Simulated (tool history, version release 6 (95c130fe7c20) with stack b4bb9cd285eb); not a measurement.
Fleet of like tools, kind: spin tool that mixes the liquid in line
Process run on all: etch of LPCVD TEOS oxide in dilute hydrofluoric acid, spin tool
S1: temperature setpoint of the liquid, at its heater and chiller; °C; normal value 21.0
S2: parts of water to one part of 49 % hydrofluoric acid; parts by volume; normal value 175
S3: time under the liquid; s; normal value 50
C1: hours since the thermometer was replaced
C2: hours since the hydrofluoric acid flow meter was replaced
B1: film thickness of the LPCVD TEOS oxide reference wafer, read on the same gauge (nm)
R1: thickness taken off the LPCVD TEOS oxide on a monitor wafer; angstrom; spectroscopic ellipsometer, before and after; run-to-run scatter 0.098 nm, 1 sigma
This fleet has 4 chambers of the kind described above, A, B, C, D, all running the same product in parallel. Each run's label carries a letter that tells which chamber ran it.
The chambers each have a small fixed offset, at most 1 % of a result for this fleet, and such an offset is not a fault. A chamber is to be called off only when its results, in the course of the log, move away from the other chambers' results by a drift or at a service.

Run 1B, hour 12.6: usual settings; C1 964.2; C2 1288.0; B1 100.020. Result: R1 99.789 angstrom.
Run 2D, hour 22.0: usual settings; C1 887.5; C2 391.4; B1 100.010. Result: R1 100.320 angstrom.
Run 3A, hour 35.4: usual settings; C1 1465.0; C2 1358.8; B1 100.010. Result: R1 98.298 angstrom.
Run 4C, hour 46.8: usual settings; C1 661.6; C2 1627.6; B1 100.000. Result: R1 101.370 angstrom.
Run 5D, hour 58.9: usual settings; C1 924.4; C2 428.3; B1 100.030. Result: R1 100.740 angstrom.
Run 6C, hour 65.7: usual settings; C1 680.5; C2 1646.5; B1 100.030. Result: R1 98.057 angstrom.
Run 7A, hour 79.3: usual settings but S1 18.0 °C, S2 115 parts by volume; C1 1508.9; C2 1402.7; B1 99.976. Result: R1 141.280 angstrom.
Run 8B, hour 88.9: usual settings but S1 18.0 °C, S2 115 parts by volume; C1 1040.5; C2 1364.3; B1 99.989. Result: R1 141.770 angstrom.
Run 9A, hour 99.6: usual settings but S1 18.0 °C, S2 115 parts by volume; C1 1529.2; C2 1423.0; B1 99.972. Result: R1 140.810 angstrom.
At hour 103.4: chamber B: hydrofluoric acid flow meter replaced.
Run 10C, hour 106.6: usual settings but S1 18.0 °C, S2 115 parts by volume; C1 721.4; C2 1687.4; B1 99.999. Result: R1 143.900 angstrom.
Run 11D, hour 121.0: usual settings; C1 986.5; C2 490.4; B1 100.010. Result: R1 101.920 angstrom.
Run 12B, hour 132.0: usual settings but S3 65 s; C1 1083.6; C2 28.6; B1 99.984. Result: R1 131.640 angstrom.
Run 13C, hour 140.3: usual settings but S3 65 s; C1 755.1; C2 1721.1; B1 100.000. Result: R1 128.880 angstrom.
At hour 143.9: chamber C: hydrofluoric acid flow meter replaced.
At hour 144.9: chamber C: thermometer replaced.
Run 14A, hour 149.2: usual settings but S3 65 s; C1 1578.8; C2 1472.6; B1 99.944. Result: R1 132.250 angstrom.
Run 15D, hour 161.6: usual settings but S3 65 s; C1 1027.1; C2 531.0; B1 100.030. Result: R1 129.620 angstrom.
Run 16B, hour 173.5: usual settings; C1 1125.1; C2 70.1; B1 99.969. Result: R1 99.619 angstrom.
Run 17A, hour 183.8: usual settings but S1 23.5 °C, S2 235 parts by volume; C1 1613.4; C2 1507.2; B1 100.010. Result: R1 80.031 angstrom.
Run 18D, hour 195.8: usual settings but S1 23.5 °C, S2 235 parts by volume; C1 1061.3; C2 565.2; B1 99.981. Result: R1 76.514 angstrom.
Run 19B, hour 210.6: usual settings but S1 23.5 °C, S2 235 parts by volume; C1 1162.2; C2 107.2; B1 99.961. Result: R1 76.619 angstrom.
Run 20C, hour 218.2: usual settings but S1 23.5 °C, S2 235 parts by volume; C1 73.3; C2 74.3; B1 99.988. Result: R1 74.779 angstrom.
Run 21C, hour 231.8: usual settings; C1 86.9; C2 87.9; B1 99.998. Result: R1 97.253 angstrom.
Run 22D, hour 246.7: usual settings; C1 1112.2; C2 616.1; B1 100.020. Result: R1 101.100 angstrom.
Run 23B, hour 260.5: usual settings; C1 1212.1; C2 157.1; B1 100.000. Result: R1 100.650 angstrom.
Run 24A, hour 269.4: usual settings; C1 1699.0; C2 1592.8; B1 99.990. Result: R1 105.540 angstrom.
Run 25B, hour 284.7: usual settings; C1 1236.3; C2 181.3; B1 99.996. Result: R1 98.571 angstrom.
Run 26D, hour 298.3: usual settings; C1 1163.8; C2 667.7; B1 100.030. Result: R1 97.509 angstrom.
Run 27A, hour 308.4: usual settings; C1 1738.0; C2 1631.8; B1 99.968. Result: R1 108.870 angstrom.
Run 28C, hour 322.7: usual settings; C1 177.8; C2 178.8; B1 99.991. Result: R1 98.988 angstrom.
Run 29D, hour 330.5: usual settings; C1 1196.0; C2 699.9; B1 99.975. Result: R1 99.615 angstrom.
Run 30B, hour 344.2: usual settings; C1 1295.8; C2 240.8; B1 100.000. Result: R1 100.850 angstrom.

Next, all 4 chambers run the settings below, one line each with question marks for the results. What does each chamber give?
Run 31A, hour 355.2: usual settings. Result: R1 ?.
Run 31B, hour 355.2: usual settings. Result: R1 ?.
Run 31C, hour 355.2: usual settings. Result: R1 ?.
Run 31D, hour 355.2: usual settings. Result: R1 ?.

run       R1
31A  109.140
31B   99.272
31C   98.813
31D  100.160
